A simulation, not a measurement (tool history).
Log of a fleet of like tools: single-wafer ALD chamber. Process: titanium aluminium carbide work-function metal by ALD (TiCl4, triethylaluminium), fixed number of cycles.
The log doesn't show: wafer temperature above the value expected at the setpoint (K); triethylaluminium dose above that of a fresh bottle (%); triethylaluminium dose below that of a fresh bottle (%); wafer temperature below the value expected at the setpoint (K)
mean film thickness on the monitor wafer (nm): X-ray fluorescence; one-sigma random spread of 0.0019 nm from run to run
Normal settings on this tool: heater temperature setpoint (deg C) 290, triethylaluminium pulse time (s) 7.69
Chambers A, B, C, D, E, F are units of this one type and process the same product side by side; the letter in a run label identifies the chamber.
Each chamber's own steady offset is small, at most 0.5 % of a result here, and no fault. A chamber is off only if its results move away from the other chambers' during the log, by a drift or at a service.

run,day,heater temperature setpoint (deg C),triethylaluminium pulse time (s),hours since the last thermocouple change,hours since the last triethylaluminium bottle change,"read-back reference wafer on the same gauge, thickness_nm",mean film thickness on the monitor wafer (nm)
1C,0.346,290,7.69,1718.6,606.7,1.5002,1.8275
# day 0.662: chamber C: triethylaluminium bottle replaced
2D,0.725,290,7.69,611.6,1295.9,1.5002,1.8416
3F,1.133,290,7.69,806.3,1495.4,1.5003,1.8412
4B,1.342,290,7.69,234.2,500.1,1.5007,1.8465
5A,1.542,290,7.69,743.3,1390.1,1.5008,1.8468
6E,1.933,290,7.69,248.9,173.4,1.501,1.8344
7F,2.233,290,7.69,832.7,1521.8,1.5013,1.8445
8B,2.438,290,7.69,260.5,526.4,1.5009,1.846
9D,2.738,290,7.69,659.9,1344.2,1.5018,1.8382
10E,3.008,290,7.69,274.7,199.2,1.5019,1.8368
11A,3.242,276,8.64,784.1,1430.9,1.5016,1.7684
12C,3.533,276,8.64,1795.1,69,1.5015,1.7476
13A,3.854,276,8.64,798.8,1445.6,1.502,1.7648
14F,4.258,276,8.64,881.3,1570.4,1.5018,1.7625
# day 4.6: chamber A: triethylaluminium bottle replaced
15D,4.667,276,8.64,706.2,1390.5,1.5022,1.767
16B,4.992,276,8.64,321.8,587.7,1.5025,1.7649
17C,5.312,290,7.69,1837.8,111.7,1.5026,1.8287
18E,5.525,290,7.69,335.1,259.6,1.5029,1.8364
19D,5.792,290,7.69,733.2,1417.5,1.5029,1.8442
20A,5.983,290,7.69,849.9,33.3,1.5031,1.844
21E,6.171,290,7.69,350.6,275.1,1.5031,1.8395
22B,6.567,290,7.69,359.6,625.5,1.5032,1.8471
23F,6.838,290,7.69,943.2,1632.3,1.5033,1.8446
24C,7.058,290,7.69,1879.7,153.6,1.5032,1.8311
25F,7.325,290,7.69,954.9,1644,1.5036,1.8417
26A,7.583,290,7.69,888.3,71.7,1.504,1.8464
# day 7.933: chamber F: triethylaluminium bottle replaced
27D,7.962,290,7.69,785.3,1469.6,1.504,1.8408
28E,8.308,290,7.69,401.9,326.4,1.5039,1.8414
29C,8.596,290,7.69,1916.6,190.5,1.5043,1.8297
# day 8.675: chamber A: thermocouple changed; heater temperature recalibrated
30B,8.788,290,7.69,412.9,678.8,1.504,1.8524
31D,8.975,282,5.54,809.6,1493.9,1.5045,1.6263
32A,9.358,282,5.54,16.5,114.3,1.5045,1.627
33E,9.625,282,5.54,433.5,358,1.5047,1.6201
34C,9.983,282,5.54,1949.9,223.8,1.5051,1.6193
35F,10.217,282,5.54,1024.3,54.9,1.5052,1.6302
# day 10.229: chamber D: triethylaluminium bottle replaced
36B,10.571,282,5.54,455.7,721.6,1.5052,1.6303
37D,10.779,290,10.69,852.9,13.2,1.5054,1.9354
# day 10.942: chamber C: thermocouple changed; heater temperature recalibrated
38A,11.096,290,10.69,58.2,156,1.5056,1.9369
39F,11.442,290,10.69,1053.7,84.3,1.5056,1.9347
40C,11.817,290,10.69,21,267.8,1.5057,1.9236
41B,12.171,290,10.69,494.1,760,1.5061,1.9439
42E,12.421,290,10.69,500.6,425.1,1.5064,1.9328

Does one chamber stand apart from the rest, does the shared gauge drift, or is all well apart from small per-chamber offsets? Give the chamber and the most likely cause, where there is one.

The gauge drifts, so all chambers seem to drift together. No chamber is off.
Most likely cause: gauge reads high (%) = 0.421.

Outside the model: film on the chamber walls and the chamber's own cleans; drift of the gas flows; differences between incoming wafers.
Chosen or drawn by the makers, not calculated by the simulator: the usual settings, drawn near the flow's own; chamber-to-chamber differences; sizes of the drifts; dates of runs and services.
